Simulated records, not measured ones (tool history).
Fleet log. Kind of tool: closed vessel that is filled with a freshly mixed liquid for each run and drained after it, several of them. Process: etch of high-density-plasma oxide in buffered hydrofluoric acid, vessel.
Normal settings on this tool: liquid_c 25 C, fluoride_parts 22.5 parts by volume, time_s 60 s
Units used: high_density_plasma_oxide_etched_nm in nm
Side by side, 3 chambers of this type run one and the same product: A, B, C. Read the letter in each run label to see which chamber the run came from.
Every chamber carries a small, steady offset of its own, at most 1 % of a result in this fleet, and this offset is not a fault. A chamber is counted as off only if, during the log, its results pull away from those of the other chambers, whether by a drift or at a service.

run   hour  liquid_c  fluoride_parts  time_s  read-back film thickness of the high-density-plasma oxide reference wafer, read on the same gauge (nm)  high_density_plasma_oxide_etched_nm
 1B    3.7        25            22.5      60                                                                                                  79.987                               36.917
 2A    9.5        25            22.5      60                                                                                                  79.985                               36.891
 3C   15.2        25            22.5      60                                                                                                  80.019                               36.952
 4A   19.4        25            22.5      60                                                                                                      80                               37.186
 5C   23.1        25            22.5      60                                                                                                  80.001                               37.149
 6B   28.1        25            22.5      60                                                                                                  80.011                               37.112
 7C   32.2        25            22.5      60                                                                                                  80.022                               37.295
 8B   36.5        25            22.5      60                                                                                                  80.001                               36.905
 9A   42.6        25            22.5      60                                                                                                  80.002                               37.073
10C   45.8        25            22.5      60                                                                                                  80.005                               37.437
11B   49.6        20            22.5      40                                                                                                  80.009                               18.598
12A     53        20            22.5      40                                                                                                  79.997                               18.922
13B   59.3        20            22.5      40                                                                                                  80.009                                18.74
14C   65.5        25            22.5      60                                                                                                      80                               37.384
15A   71.4        25            22.5      60                                                                                                  79.997                               37.043
16C   78.1        25            22.5      60                                                                                                  80.017                               37.901
17B   84.6        25            22.5      60                                                                                                  79.994                               37.186
18A   90.9        25            22.5      60                                                                                                  79.992                               37.305
19B   95.1        25            22.5      60                                                                                                   79.99                               36.931
20A  100.4        25            22.5      60                                                                                                  80.021                               37.145
21C  103.5        25            22.5      60                                                                                                  80.006                               38.117
22B  110.2        25            22.5      60                                                                                                  80.003                               37.048
23A  113.7        25            22.5      60                                                                                                  79.977                               37.044
24C  119.3        25            22.5      60                                                                                                  79.997                               38.183
     120.4  -- chamber A: hydrofluoric acid flow meter replaced
25B  125.9        25            22.5      75                                                                                                  79.982                               46.275
26A  131.9        25            22.5      75                                                                                                  80.036                               46.453
27C    137        25            22.5      75                                                                                                  79.957                               48.357
28C  141.6        25            22.5      60                                                                                                  80.048                               38.253
29B  146.2        25            22.5      60                                                                                                  79.943                               37.008
30A  151.8        25            22.5      60                                                                                                  80.001                               37.183
31C  156.8        25            22.5      60                                                                                                  80.031                                38.73
32A  162.3        25            22.5      60                                                                                                  79.976                               37.197
33B  165.9        25            22.5      60                                                                                                  79.993                               36.897
34B  169.6        25            22.5      60                                                                                                  80.011                               37.087
35C  176.1        25            22.5      60                                                                                                  79.983                               38.736
36A  181.6        25            22.5      60                                                                                                  80.003                               37.051

Is one chamber out of step, is the gauge drifting, or do the chambers differ by no more than their own small offsets? For an off chamber, give its letter and the likeliest cause.

One chamber, C, drifts off from the rest bit by bit.
What lies behind it: liquid hotter than its thermometer reads (K) = 0.948.
The log may not separate it from: hydrofluoric acid flow above the setpoint (%).

Which of the 4 candidates below, each the usual settings with something changed and its results left as question marks, puts chamber C back in line with what the other chambers give on the usual settings?
To be in line, a result may differ from the other chambers' mean on the usual settings by at most: high_density_plasma_oxide_etched_nm 0.46 nm
37C-1  186.6        25              22      65                                                                                                                                            ?
37C-2  186.6        25            22.5      55                                                                                                                                            ?
37C-3  186.6        26            22.5      60                                                                                                                                            ?
37C-4  186.6        24            22.5      60                                                                                                                                            ?

The other chambers' mean on the usual settings: high_density_plasma_oxide_etched_nm 37.074 nm
  run  high_density_plasma_oxide_etched_nm
37C-1                               42.858
37C-2                               35.709
37C-3                               41.138
37C-4                               36.855
With 37C-4, the chamber falls back in line with the rest.
